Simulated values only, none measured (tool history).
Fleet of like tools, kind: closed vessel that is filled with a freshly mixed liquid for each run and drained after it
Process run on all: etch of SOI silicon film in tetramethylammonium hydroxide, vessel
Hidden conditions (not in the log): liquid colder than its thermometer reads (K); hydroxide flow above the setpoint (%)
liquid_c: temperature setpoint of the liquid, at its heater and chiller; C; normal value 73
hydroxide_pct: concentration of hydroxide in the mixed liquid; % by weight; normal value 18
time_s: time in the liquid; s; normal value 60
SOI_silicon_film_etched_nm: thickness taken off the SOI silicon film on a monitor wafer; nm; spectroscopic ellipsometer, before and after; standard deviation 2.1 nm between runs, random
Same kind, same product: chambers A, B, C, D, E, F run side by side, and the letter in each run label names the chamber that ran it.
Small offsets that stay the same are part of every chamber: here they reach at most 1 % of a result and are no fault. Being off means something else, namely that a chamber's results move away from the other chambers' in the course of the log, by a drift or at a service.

run,hour,liquid_c,hydroxide_pct,time_s,hours since the thermometer was replaced,hours since the hydroxide flow meter was replaced,"read-back film thickness of the SOI silicon film reference wafer, read on the same gauge (nm)",SOI_silicon_film_etched_nm
1D,5.3,73,18,60,314.5,462.1,39.98,403.9
2C,10,73,18,60,412.9,656,40.006,402.18
3A,17.1,73,18,60,555.8,1312.3,39.998,403.08
4B,22.2,73,18,60,1992.8,919,40.002,402.33
5E,28.1,73,18,60,941.5,2009.4,40.038,402.8
6F,32.9,73,18,60,536,1269.5,40.001,400.44
7E,39.2,73,18,60,952.6,2020.5,40.006,400.4
8F,45.5,73,18,60,548.6,1282.1,40.001,399.76
9D,51,73,18,60,360.2,507.8,39.976,408.82
10A,58.2,73,18,60,596.9,1353.4,39.982,404.66
11B,62.2,73,18,60,2032.8,959,39.975,399.56
12C,68.1,73,18,60,471,714.1,40.031,398.29
13D,72.1,73,18,60,381.3,528.9,40.018,406.45
14A,79.1,73,18,60,617.8,1374.3,40,405.17
# hour 81.7: chamber E: hydroxide flow meter replaced
# hour 85.2: chamber C: hydroxide flow meter replaced
15C,85.2,73,18,60,488.1,0,39.999,404
16E,90.7,73,18,60,1004.1,9.1,39.977,405.7
17F,94.3,73,18,60,597.4,1330.9,40.012,404.46
18B,99.7,73,18,60,2070.3,996.5,39.978,403.27
19E,104.5,73,22,45,1017.9,22.9,40.025,276.87
20F,111.4,73,22,45,614.5,1348,40.014,276.34
21D,118.5,73,22,45,427.7,575.3,40.013,278.13
22C,122.8,73,22,45,525.7,37.6,40.015,274.1
23A,129.5,73,22,45,668.2,1424.7,39.976,274.41
24B,135.8,73,22,45,2106.4,1032.6,40.009,273.54
25A,141,65.5,18,40,679.7,1436.2,39.994,169.66
26F,147.9,65.5,18,40,651,1384.5,39.994,170.97
27E,153.4,65.5,18,40,1066.8,71.8,40.017,174.74
28C,156.9,65.5,18,40,559.8,71.7,40.003,170.85
29B,164.2,65.5,18,40,2134.8,1061,39.993,172.4
30D,168,65.5,18,40,477.2,624.8,39.985,171.91
31F,171.7,77.5,18,75,674.8,1408.3,39.98,656.27
32B,176.5,77.5,18,75,2147.1,1073.3,40.013,651.77
33E,182.4,77.5,18,75,1095.8,100.8,40.023,649.47
34A,189.4,77.5,18,75,728.1,1484.6,40.006,654.05
# hour 193.2: chamber D: thermometer replaced
35D,194.6,77.5,18,75,1.4,651.4,39.979,657.12
36C,198.4,77.5,18,75,601.3,113.2,39.957,647.13
37A,203.4,73,18,60,742.1,1498.6,40.017,398.66
38B,209.2,73,18,60,2179.8,1106,39.987,405.89
39D,216,73,18,60,22.8,672.8,40.014,405.59
40C,222,73,18,45,624.9,136.8,40.001,301.41
41E,229.7,73,18,45,1143.1,148.1,39.968,302.1

What goes on in this fleet: one chamber off, a drifting gauge, or nothing beyond the chambers' own small offsets? Name the chamber and the cause, if any.

Beyond each chamber's small constant offset nothing stands out, and the gauge stays steady.
